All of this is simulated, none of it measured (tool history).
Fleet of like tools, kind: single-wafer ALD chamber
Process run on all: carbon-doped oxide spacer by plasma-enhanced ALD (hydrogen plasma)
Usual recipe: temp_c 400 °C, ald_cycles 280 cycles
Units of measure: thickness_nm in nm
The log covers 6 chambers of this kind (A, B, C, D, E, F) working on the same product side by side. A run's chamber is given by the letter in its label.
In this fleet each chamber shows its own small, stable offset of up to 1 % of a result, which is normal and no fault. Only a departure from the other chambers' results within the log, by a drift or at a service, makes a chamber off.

| run | hour | temp_c | ald_cycles | hours since the last thermocouple change | read-back reference wafer on the same gauge, thickness_nm | thickness_nm |
|---|---|---|---|---|---|---|
| 1F | 4.9 | 400 | 280 | 866.6 | 16.004 | 13.992 |
| 2B | 8.3 | 400 | 280 | 1598.3 | 16.005 | 13.965 |
| 3D | 11.6 | 400 | 280 | 1110.7 | 16.001 | 13.902 |
| 4C | 16.2 | 400 | 280 | 544.6 | 16.006 | 14.060 |
| 5A | 19.3 | 385 | 280 | 768.7 | 16.008 | 14.058 |
| 6E | 24.2 | 385 | 280 | 1528.7 | 16.007 | 14.018 |
| 7D | 30.1 | 385 | 280 | 1129.2 | 16.016 | 13.919 |
| 8C | 34.5 | 385 | 280 | 562.9 | 16.018 | 14.097 |
| 9E | 38.4 | 385 | 280 | 1542.9 | 16.017 | 14.079 |
| 10B | 41.0 | 385 | 280 | 1631.0 | 16.028 | 14.029 |
| 11F | 45.0 | 400 | 280 | 906.7 | 16.024 | 14.017 |
| 12A | 50.6 | 400 | 280 | 800.0 | 16.024 | 14.093 |
| 13E | 53.6 | 414 | 259 | 1558.1 | 16.024 | 12.463 |
| 14C | 59.4 | 414 | 259 | 587.8 | 16.028 | 12.475 |
| 15A | 65.3 | 414 | 259 | 814.7 | 16.034 | 12.463 |
| 16D | 68.8 | 414 | 259 | 1167.9 | 16.031 | 12.366 |
| 17F | 74.7 | 414 | 259 | 936.4 | 16.041 | 12.414 |
| 18B | 80.4 | 414 | 259 | 1670.4 | 16.034 | 12.419 |
| 19B | 84.8 | 400 | 280 | 1674.8 | 16.040 | 14.014 |
| 20C | 90.7 | 400 | 280 | 619.1 | 16.047 | 14.126 |
| 21A | 95.9 | 400 | 280 | 845.3 | 16.049 | 14.090 |
| 22F | 98.9 | 391 | 280 | 960.6 | 16.048 | 14.021 |
| 23E | 102.6 | 391 | 280 | 1607.1 | 16.057 | 14.109 |
| 24D | 108.2 | 391 | 280 | 1207.3 | 16.058 | 13.980 |
| 25C | 113.2 | 391 | 280 | 641.6 | 16.056 | 14.120 |
| 26E | 118.5 | 391 | 280 | 1623.0 | 16.059 | 14.092 |
| 27B | 123.9 | 391 | 280 | 1713.9 | 16.062 | 14.030 |
| 28D | 129.7 | 400 | 280 | 1228.8 | 16.066 | 13.980 |
| 29A | 134.8 | 400 | 280 | 884.2 | 16.067 | 14.112 |
| 30F | 138.1 | 400 | 280 | 999.8 | 16.071 | 14.057 |
| 31D | 142.7 | 400 | 280 | 1241.8 | 16.076 | 13.958 |
| 32E | 146.1 | 400 | 280 | 1650.6 | 16.076 | 14.089 |
| 33B | 151.8 | 400 | 280 | 1741.8 | 16.081 | 14.062 |
| 34C | 154.7 | 400 | 280 | 683.1 | 16.074 | 14.141 |
| 35A | 157.4 | 400 | 280 | 906.8 | 16.086 | 14.151 |
| 36F | 161.2 | 400 | 280 | 1022.9 | 16.080 | 14.058 |
| 37D | 164.6 | 400 | 280 | 1263.7 | 16.088 | 13.995 |

Predict what each chamber gives when all 6 of them run the settings below next.
| 38A | 168.8 | 400 | 319 |  |  | ? |
| 38B | 168.8 | 400 | 319 |  |  | ? |
| 38C | 168.8 | 400 | 319 |  |  | ? |
| 38D | 168.8 | 400 | 319 |  |  | ? |
| 38E | 168.8 | 400 | 319 |  |  | ? |
| 38F | 168.8 | 400 | 319 |  |  | ? |

| run | thickness_nm |
|---|---|
| 38A | 16.074 |
| 38B | 15.988 |
| 38C | 16.126 |
| 38D | 15.930 |
| 38E | 16.091 |
| 38F | 16.029 |
